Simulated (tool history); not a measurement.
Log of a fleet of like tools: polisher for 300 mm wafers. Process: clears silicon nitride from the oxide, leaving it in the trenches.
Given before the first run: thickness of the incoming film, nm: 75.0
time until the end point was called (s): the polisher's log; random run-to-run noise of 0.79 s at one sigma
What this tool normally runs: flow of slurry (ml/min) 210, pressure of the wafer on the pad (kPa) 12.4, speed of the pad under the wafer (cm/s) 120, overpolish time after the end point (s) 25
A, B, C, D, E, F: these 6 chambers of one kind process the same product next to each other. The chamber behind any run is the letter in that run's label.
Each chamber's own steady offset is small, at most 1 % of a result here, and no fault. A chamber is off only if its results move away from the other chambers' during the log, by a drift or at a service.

run   hour  flow of slurry (ml/min)  pressure of the wafer on the pad (kPa)  speed of the pad under the wafer (cm/s)  overpolish time after the end point (s)  time until the end point was called (s)
 1B    4.7                      210                                    12.4                                      120                                       25                                   94.262
 2D    9.8                      210                                    12.4                                      120                                       25                                   94.014
      10.5  -- chamber F: worn pad replaced by a new one
 3F   12.7                      210                                    12.4                                      120                                       25                                   92.943
 4C   15.5                      210                                    12.4                                      120                                       25                                   91.997
      17.3  -- chamber B: worn pad replaced by a new one
 5A   18.0                      210                                    12.4                                      120                                       25                                   93.370
 6E   22.1                      210                                    12.4                                      120                                       25                                   92.338
 7E   26.2                      210                                    12.4                                      152                                       25                                   73.152
 8B   28.6                      210                                    12.4                                      152                                       25                                   72.656
 9F   33.8                      210                                    12.4                                      152                                       25                                   74.477
10A   38.4                      210                                    12.4                                      152                                       25                                   73.552
11C   42.2                      210                                    12.4                                      152                                       25                                   72.453
12D   45.1                      210                                    12.4                                      152                                       25                                   73.468
      46.9  -- chamber E: worn pad replaced by a new one
13A   49.3                      210                                    12.4                                      120                                       25                                   94.036
14D   52.3                      210                                    12.4                                      120                                       25                                   94.432
15E   54.8                      210                                    12.4                                      120                                       25                                   92.184
16F   58.2                      155                                    12.4                                       86                                       25                                  135.390
17B   62.3                      155                                    12.4                                       86                                       25                                  138.460
18C   66.2                      155                                    12.4                                       86                                       25                                  132.280
      67.2  -- chamber C: slurry nozzle cleaned
19E   70.6                      155                                    12.4                                       86                                       25                                  135.690
20A   74.4                      155                                    12.4                                       86                                       25                                  135.910
21F   78.6                      155                                    12.4                                       86                                       25                                  135.940
22C   81.8                      210                                    12.4                                      120                                       25                                   89.128
23D   86.4                      210                                    12.4                                      120                                       25                                   94.471
24B   91.6                      210                                    12.4                                      120                                       25                                   93.132
25B   95.1                      210                                    12.4                                      120                                       25                                   93.588
26D   99.5                      210                                    12.4                                      120                                       25                                   94.590
27E  103.2                      210                                    12.4                                      120                                       25                                   93.180
     106.4  -- chamber D: worn pad replaced by a new one
28A  107.1                      210                                    12.4                                      120                                       25                                   93.911
     107.2  -- chamber A: worn pad replaced by a new one
29C  111.8                      210                                    12.4                                      120                                       25                                   86.854
30F  116.7                      210                                    12.4                                      120                                       25                                   93.327
31A  120.7                      210                                    12.4                                      120                                       25                                   94.258
32B  123.3                      210                                    12.4                                      120                                       25                                   92.146
33C  126.2                      210                                    12.4                                      120                                       25                                   85.795
     130.6  -- chamber D: head pressure recalibrated
34E  130.6                      210                                    12.4                                      120                                       25                                   91.306
     133.7  -- chamber C: worn pad replaced by a new one
35D  135.1                      210                                    12.4                                      120                                       25                                   93.971
36F  138.3                      210                                    12.4                                      120                                       25                                   92.673
37C  141.9                      210                                    12.4                                      120                                       25                                   85.209
38E  144.4                      210                                    12.4                                      120                                       25                                   92.595
39A  147.4                      145                                    10.3                                      120                                       25                                  118.640
40D  151.8                      145                                    10.3                                      120                                       25                                  116.320
41B  155.1                      145                                    10.3                                      120                                       25                                  118.330

Which is it: a chamber that has drifted or been left off by a service, a gauge drift common to all chambers, or only each chamber's usual small offset? If a chamber is off, name it and its likeliest cause.

It is chamber C that slowly wanders off from its peers.
Likeliest cause: head's pressure above its setpoint, % = 12.1.

Below are 4 candidate recipes for chamber C's next run, each the usual settings with a change, their results shown as question marks. Which of them brings C's results back in line with what the other chambers give on the usual settings?
In line here means within this much of the mean the other chambers give on the usual settings: time until the end point was called (s) 2.800
42C-1  158.9                      210                                    12.4                                      114                                       25                                        ?
42C-2  158.9                      210                                    13.1                                      126                                       25                                        ?
42C-3  158.9                      210                                    11.7                                      114                                       25                                        ?
42C-4  158.9                      210                                    12.4                                      126                                       25                                        ?

The other chambers' mean on the usual settings: time until the end point was called (s) 93.328
  run  time until the end point was called (s)
42C-1                                   87.314
42C-2                                   74.852
42C-3                                   92.532
42C-4                                   79.073
The answer is 42C-3, which returns the chamber to within the allowed miss of the others.

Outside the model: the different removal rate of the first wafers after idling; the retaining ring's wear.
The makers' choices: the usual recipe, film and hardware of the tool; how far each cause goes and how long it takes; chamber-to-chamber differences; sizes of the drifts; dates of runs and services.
